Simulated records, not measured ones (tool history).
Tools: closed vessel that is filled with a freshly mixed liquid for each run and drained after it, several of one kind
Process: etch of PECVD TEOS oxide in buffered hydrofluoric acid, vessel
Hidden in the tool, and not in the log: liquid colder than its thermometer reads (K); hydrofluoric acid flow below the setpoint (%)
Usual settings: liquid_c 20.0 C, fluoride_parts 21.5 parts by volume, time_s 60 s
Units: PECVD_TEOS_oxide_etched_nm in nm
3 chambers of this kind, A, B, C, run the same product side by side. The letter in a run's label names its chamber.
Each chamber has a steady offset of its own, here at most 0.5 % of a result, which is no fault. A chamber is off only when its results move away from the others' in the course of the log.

| run | hour | liquid_c | fluoride_parts | time_s | hours since the thermometer was replaced | hours since the hydrofluoric acid flow meter was replaced | read-back film thickness of the PECVD TEOS oxide reference wafer, read on the same gauge (nm) | PECVD_TEOS_oxide_etched_nm |
|---|---|---|---|---|---|---|---|---|
| 1C | 13.8 | 20.0 | 21.5 | 60 | 2235.5 | 1023.8 | 130.00 | 48.223 |
| 2B | 26.1 | 20.0 | 21.5 | 60 | 712.2 | 249.2 | 130.05 | 49.234 |
| 3A | 39.0 | 20.0 | 21.5 | 60 | 949.7 | 122.3 | 130.00 | 48.605 |
| 4B | 51.9 | 20.0 | 21.5 | 60 | 738.0 | 275.0 | 130.03 | 48.031 |
| 5C | 66.1 | 20.0 | 21.5 | 60 | 2287.8 | 1076.1 | 130.06 | 47.725 |
| 6A | 78.8 | 20.0 | 21.5 | 60 | 989.5 | 162.1 | 129.98 | 48.547 |
| 7C | 88.9 | 20.0 | 21.5 | 60 | 2310.6 | 1098.9 | 129.99 | 48.415 |
| 8B | 100.3 | 20.0 | 21.5 | 60 | 786.4 | 323.4 | 130.05 | 47.596 |
| 9A | 112.6 | 20.0 | 21.5 | 60 | 1023.3 | 195.9 | 129.99 | 47.967 |
| 10C | 125.7 | 20.0 | 21.5 | 60 | 2347.4 | 1135.7 | 129.99 | 47.845 |
|  | 129.8 | chamber C: hydrofluoric acid flow meter replaced |
| 11B | 138.5 | 20.0 | 21.5 | 60 | 824.6 | 361.6 | 130.01 | 47.418 |
| 12A | 152.1 | 20.0 | 21.5 | 60 | 1062.8 | 235.4 | 129.99 | 47.999 |
| 13A | 162.9 | 20.0 | 21.5 | 60 | 1073.6 | 246.2 | 129.98 | 47.821 |
| 14B | 177.7 | 20.0 | 21.5 | 60 | 863.8 | 400.8 | 129.96 | 47.052 |
| 15C | 193.3 | 20.0 | 21.5 | 60 | 2415.0 | 63.6 | 130.04 | 48.638 |
| 16A | 204.7 | 22.0 | 14.5 | 60 | 1115.4 | 288.0 | 130.03 | 78.863 |
| 17C | 218.6 | 22.0 | 14.5 | 60 | 2440.3 | 88.9 | 129.99 | 77.159 |
| 18B | 232.7 | 22.0 | 14.5 | 60 | 918.8 | 455.8 | 130.01 | 73.866 |
| 19C | 241.2 | 20.0 | 17.5 | 30 | 2462.9 | 111.5 | 130.02 | 29.504 |
| 20B | 252.9 | 20.0 | 17.5 | 30 | 939.0 | 476.0 | 129.99 | 27.520 |
| 21A | 260.3 | 20.0 | 17.5 | 30 | 1171.0 | 343.6 | 130.00 | 28.946 |
| 22C | 271.9 | 20.0 | 21.5 | 60 | 2493.6 | 142.2 | 130.00 | 49.134 |
| 23B | 286.5 | 20.0 | 21.5 | 60 | 972.6 | 509.6 | 129.95 | 46.106 |
| 24A | 300.8 | 20.0 | 16.5 | 60 | 1211.5 | 384.1 | 130.00 | 61.318 |
| 25A | 308.2 | 20.0 | 16.5 | 60 | 1218.9 | 391.5 | 129.96 | 61.763 |
| 26C | 315.6 | 20.0 | 16.5 | 60 | 2537.3 | 185.9 | 130.04 | 62.016 |
| 27B | 328.1 | 20.0 | 16.5 | 60 | 1014.2 | 551.2 | 130.03 | 55.280 |
| 28C | 341.7 | 20.0 | 16.5 | 60 | 2563.4 | 212.0 | 130.00 | 61.892 |
| 29A | 354.1 | 20.0 | 16.5 | 60 | 1264.8 | 437.4 | 130.04 | 61.192 |
| 30B | 362.0 | 20.0 | 21.5 | 60 | 1048.1 | 585.1 | 129.99 | 45.146 |
| 31A | 370.2 | 17.5 | 21.5 | 60 | 1280.9 | 453.5 | 129.98 | 41.663 |
| 32C | 378.6 | 17.5 | 21.5 | 60 | 2600.3 | 248.9 | 130.02 | 42.355 |
| 33B | 389.0 | 17.5 | 21.5 | 60 | 1075.1 | 612.1 | 130.00 | 39.481 |
| 34C | 402.9 | 20.0 | 21.5 | 60 | 2624.6 | 273.2 | 130.00 | 48.384 |

What goes on in this fleet: one chamber off, a drifting gauge, or nothing beyond the chambers' own small offsets? Name the chamber and the cause, if any.

Chamber B drifts away from the others.
Cause: hydrofluoric acid flow below the setpoint (%) = 12.3.
The log may not tell that from: liquid colder than its thermometer reads (K).

Here are 4 candidates for chamber B's next run, each the usual settings with a change, their results left as question marks. Which one brings its results back in line with what the others give on the usual settings?
In line means no further than this from the other chambers' mean on the usual settings: PECVD_TEOS_oxide_etched_nm 1.600 nm
| 35B-1 | 414.3 | 20.0 | 19.0 | 60 |  |  |  | ? |
| 35B-2 | 414.3 | 20.0 | 21.0 | 60 |  |  |  | ? |
| 35B-3 | 414.3 | 20.0 | 22.0 | 60 |  |  |  | ? |
| 35B-4 | 414.3 | 20.0 | 21.5 | 55 |  |  |  | ? |

The other chambers' mean on the usual settings: PECVD_TEOS_oxide_etched_nm 48.281 nm
| run | PECVD_TEOS_oxide_etched_nm |
|---|---|
| 35B-1 | 48.547 |
| 35B-2 | 45.285 |
| 35B-3 | 43.843 |
| 35B-4 | 40.838 |
35B-1 brings the chamber back in line.
